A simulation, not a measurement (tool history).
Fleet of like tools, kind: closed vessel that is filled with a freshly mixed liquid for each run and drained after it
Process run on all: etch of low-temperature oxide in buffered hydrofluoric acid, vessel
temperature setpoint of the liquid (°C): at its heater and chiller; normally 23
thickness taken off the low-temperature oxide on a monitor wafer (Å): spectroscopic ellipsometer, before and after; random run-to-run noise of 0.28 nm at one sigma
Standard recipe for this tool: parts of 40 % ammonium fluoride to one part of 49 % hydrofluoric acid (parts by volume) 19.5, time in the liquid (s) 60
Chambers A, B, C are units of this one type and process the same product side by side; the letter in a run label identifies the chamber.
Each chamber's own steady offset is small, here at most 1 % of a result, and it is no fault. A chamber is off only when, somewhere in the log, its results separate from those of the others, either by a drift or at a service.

run	hour	temperature setpoint of the liquid (°C)	parts of 40 % ammonium fluoride to one part of 49 % hydrofluoric acid (parts by volume)	time in the liquid (s)	hours since the thermometer was replaced	hours since the hydrofluoric acid flow meter was replaced	read-back film thickness of the low-temperature oxide reference wafer, read on the same gauge (nm)	thickness taken off the low-temperature oxide on a monitor wafer (Å)
1A	6.4	23	19.5	60	571.7	376.4	30.023	595.54
2B	13	23	19.5	60	926.1	198.3	29.985	587.24
3C	17.8	23	19.5	60	1992	1023.4	29.983	592.63
4B	27	23	19.5	60	940.1	212.3	30.014	582.29
5A	32.9	23	19.5	60	598.2	402.9	30.003	592.76
6C	39.2	23	19.5	60	2013.4	1044.8	30.032	590.82
7B	47.6	23	19.5	60	960.7	232.9	29.995	587.23
8A	53.9	23	19.5	60	619.2	423.9	29.987	597.85
9C	59.9	23	19.5	60	2034.1	1065.5	30.007	596.48
10B	68.7	23	19.5	60	981.8	254	29.979	583.73
11C	74.8	23	19.5	60	2049	1080.4	29.984	591.89
12A	80.6	21	19.5	45	645.9	450.6	29.991	400.88
13A	85.9	21	19.5	45	651.2	455.9	29.995	395.74
14B	93.8	21	19.5	45	1006.9	279.1	29.998	394.34
15C	102.2	23	19.5	60	2076.4	1107.8	30.003	593.32
16C	107.9	23	19.5	60	2082.1	1113.5	29.996	588.73
17B	116.4	23	19.5	60	1029.5	301.7	30.004	588.34
18A	125.6	23	19.5	60	690.9	495.6	30.015	576.8
19B	132.7	23	19.5	60	1045.8	318	29.99	587.97
20A	140	23	19.5	60	705.3	510	29.98	575.92
# hour 143.6: chamber C: hydrofluoric acid flow meter replaced
21C	149.7	23	19.5	60	2123.9	6.1	29.999	591.75
22C	158.1	23	19.5	60	2132.3	14.5	30.004	592.61
23A	164.3	23	19.5	60	729.6	534.3	30	572.59
24B	173.9	23	19.5	60	1087	359.2	30.012	587.15
25C	178.6	23	19.5	60	2152.8	35	30.038	591.82
26B	185.8	27	19.5	30	1098.9	371.1	30.001	366.67

Predict what each chamber gives when all 3 of them run the settings below next.
27A	193	23	22	60				?
27B	193	23	22	60				?
27C	193	23	22	60				?

run	thickness taken off the low-temperature oxide on a monitor wafer (Å)
27A	516.98
27B	535.12
27C	547.1

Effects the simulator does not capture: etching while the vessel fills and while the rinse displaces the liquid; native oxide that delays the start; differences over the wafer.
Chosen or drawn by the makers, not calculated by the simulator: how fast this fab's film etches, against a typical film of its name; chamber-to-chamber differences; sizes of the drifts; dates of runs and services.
